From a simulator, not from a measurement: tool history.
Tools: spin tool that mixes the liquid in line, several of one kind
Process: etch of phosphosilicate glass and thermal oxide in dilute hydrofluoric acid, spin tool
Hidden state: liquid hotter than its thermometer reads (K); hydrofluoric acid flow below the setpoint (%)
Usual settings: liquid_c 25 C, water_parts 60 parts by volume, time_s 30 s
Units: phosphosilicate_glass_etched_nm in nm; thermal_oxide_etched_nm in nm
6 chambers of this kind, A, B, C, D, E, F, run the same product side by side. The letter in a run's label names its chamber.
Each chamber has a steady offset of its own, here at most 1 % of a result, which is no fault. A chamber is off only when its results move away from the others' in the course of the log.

| run | hour | liquid_c | water_parts | time_s | hours since the thermometer was replaced | hours since the hydrofluoric acid flow meter was replaced | read-back film thickness of the phosphosilicate glass reference wafer, read on the same gauge (nm) | read-back film thickness of the thermal oxide reference wafer, read on the same gauge (nm) | phosphosilicate_glass_etched_nm | thermal_oxide_etched_nm |
|---|---|---|---|---|---|---|---|---|---|---|
| 1A | 12.2 | 25 | 60 | 30 | 906.5 | 536.5 | 90.009 | 60.016 | 43.426 | 2.7219 |
| 2D | 18.9 | 25 | 60 | 30 | 809.1 | 321.4 | 90.013 | 60.031 | 43.627 | 2.6616 |
| 3E | 29.5 | 25 | 60 | 30 | 204.8 | 652.3 | 90.028 | 59.98 | 43.759 | 2.7217 |
| 4F | 36.4 | 25 | 60 | 30 | 1388.5 | 252.3 | 90.034 | 60.016 | 43.84 | 2.703 |
| 5B | 46 | 25 | 50 | 45 | 2296.4 | 1311 | 90.018 | 59.987 | 79.6 | 4.9858 |
| 6C | 55.9 | 25 | 50 | 45 | 598.4 | 162.4 | 90.055 | 59.972 | 79.644 | 4.7477 |
| 7B | 69.1 | 25 | 50 | 45 | 2319.5 | 1334.1 | 89.985 | 60.01 | 79.684 | 4.8255 |
| 8C | 76.2 | 25 | 50 | 45 | 618.7 | 182.7 | 90.033 | 59.982 | 79.68 | 5.0052 |
| 9A | 87.2 | 25 | 50 | 45 | 981.5 | 611.5 | 89.981 | 59.993 | 79.219 | 5.0167 |
| 10D | 94.7 | 25 | 50 | 45 | 884.9 | 397.2 | 89.965 | 59.986 | 79.11 | 4.9129 |
|  | 98.2 | chamber A: hydrofluoric acid flow meter replaced |
| 11E | 108.3 | 26.5 | 70 | 30 | 283.6 | 731.1 | 90.018 | 59.982 | 38.849 | 2.4242 |
| 12F | 115.8 | 26.5 | 70 | 30 | 1467.9 | 331.7 | 90.009 | 60.026 | 39.885 | 2.3788 |
| 13F | 123.2 | 26.5 | 70 | 30 | 1475.3 | 339.1 | 90.003 | 59.976 | 39.535 | 2.4454 |
| 14D | 134.5 | 26.5 | 70 | 30 | 924.7 | 437 | 90.016 | 60.027 | 39.299 | 2.3867 |
| 15E | 144.3 | 26.5 | 70 | 30 | 319.6 | 767.1 | 90.002 | 60.004 | 38.732 | 2.3867 |
|  | 155.6 | chamber D: hydrofluoric acid flow meter replaced |
| 16A | 155.6 | 26.5 | 70 | 30 | 1049.9 | 57.4 | 90.008 | 60.023 | 38.98 | 2.3717 |
| 17C | 167.1 | 25 | 60 | 30 | 709.6 | 273.6 | 90.002 | 59.985 | 44.008 | 2.6944 |
| 18B | 174.2 | 25 | 60 | 30 | 2424.6 | 1439.2 | 90.014 | 59.954 | 43.51 | 2.6936 |
| 19F | 188.7 | 25 | 60 | 30 | 1540.8 | 404.6 | 89.985 | 60.035 | 43.905 | 2.6256 |
| 20A | 201.4 | 25 | 60 | 30 | 1095.7 | 103.2 | 89.965 | 59.996 | 43.691 | 2.6534 |
| 21C | 212.8 | 25 | 60 | 30 | 755.3 | 319.3 | 90 | 60.015 | 44.008 | 2.7552 |
| 22E | 224.8 | 25 | 60 | 30 | 400.1 | 847.6 | 90.032 | 59.966 | 43.436 | 2.6209 |
| 23D | 235.2 | 25 | 60 | 30 | 1025.4 | 79.6 | 89.987 | 59.957 | 43.805 | 2.6308 |
| 24B | 242.5 | 25 | 60 | 30 | 2492.9 | 1507.5 | 90.005 | 59.958 | 43.099 | 2.7031 |
| 25A | 250.7 | 25 | 60 | 30 | 1145 | 152.5 | 89.972 | 59.991 | 43.357 | 2.7161 |
| 26C | 259.1 | 25 | 60 | 30 | 801.6 | 365.6 | 90.007 | 59.957 | 43.369 | 2.6411 |
| 27D | 265.8 | 25 | 60 | 30 | 1056 | 110.2 | 89.993 | 59.999 | 43.647 | 2.6735 |
| 28F | 279.8 | 25 | 60 | 30 | 1631.9 | 495.7 | 90.046 | 59.995 | 43.741 | 2.691 |
| 29B | 290.7 | 25 | 60 | 30 | 2541.1 | 1555.7 | 89.988 | 59.999 | 43.283 | 2.6204 |
| 30E | 297.5 | 25 | 60 | 30 | 472.8 | 920.3 | 89.97 | 59.991 | 43.192 | 2.7484 |
| 31D | 307.8 | 25 | 60 | 30 | 1098 | 152.2 | 89.99 | 59.996 | 43.425 | 2.7067 |
| 32C | 318 | 25 | 60 | 30 | 860.5 | 424.5 | 89.986 | 59.969 | 43.635 | 2.7115 |
| 33B | 325.6 | 25 | 60 | 30 | 2576 | 1590.6 | 90.001 | 59.964 | 43.581 | 2.6756 |
| 34E | 338 | 25 | 60 | 30 | 513.3 | 960.8 | 90.015 | 59.975 | 43.494 | 2.7548 |
| 35F | 349.8 | 25 | 60 | 30 | 1701.9 | 565.7 | 89.982 | 60.001 | 44.155 | 2.6705 |
| 36A | 358.7 | 25 | 60 | 30 | 1253 | 260.5 | 89.985 | 59.979 | 43.511 | 2.6907 |
| 37A | 366.1 | 25 | 60 | 30 | 1260.4 | 267.9 | 90.047 | 59.964 | 43.493 | 2.7529 |
| 38C | 379 | 21 | 60 | 30 | 921.5 | 485.5 | 90.021 | 59.982 | 37.211 | 2.266 |
| 39D | 392.3 | 21 | 60 | 30 | 1182.5 | 236.7 | 89.993 | 60.043 | 37.079 | 2.3097 |

All 6 chambers run these settings next. Forecast each chamber's results:
| 40A | 402.8 | 25 | 60 | 25 |  |  |  |  | ? | ? |
| 40B | 402.8 | 25 | 60 | 25 |  |  |  |  | ? | ? |
| 40C | 402.8 | 25 | 60 | 25 |  |  |  |  | ? | ? |
| 40D | 402.8 | 25 | 60 | 25 |  |  |  |  | ? | ? |
| 40E | 402.8 | 25 | 60 | 25 |  |  |  |  | ? | ? |
| 40F | 402.8 | 25 | 60 | 25 |  |  |  |  | ? | ? |

| run | phosphosilicate_glass_etched_nm | thermal_oxide_etched_nm |
|---|---|---|
| 40A | 36.114 | 2.2458 |
| 40B | 36.664 | 2.2488 |
| 40C | 36.514 | 2.2634 |
| 40D | 35.99 | 2.1972 |
| 40E | 36.099 | 2.2757 |
| 40F | 36.407 | 2.2153 |
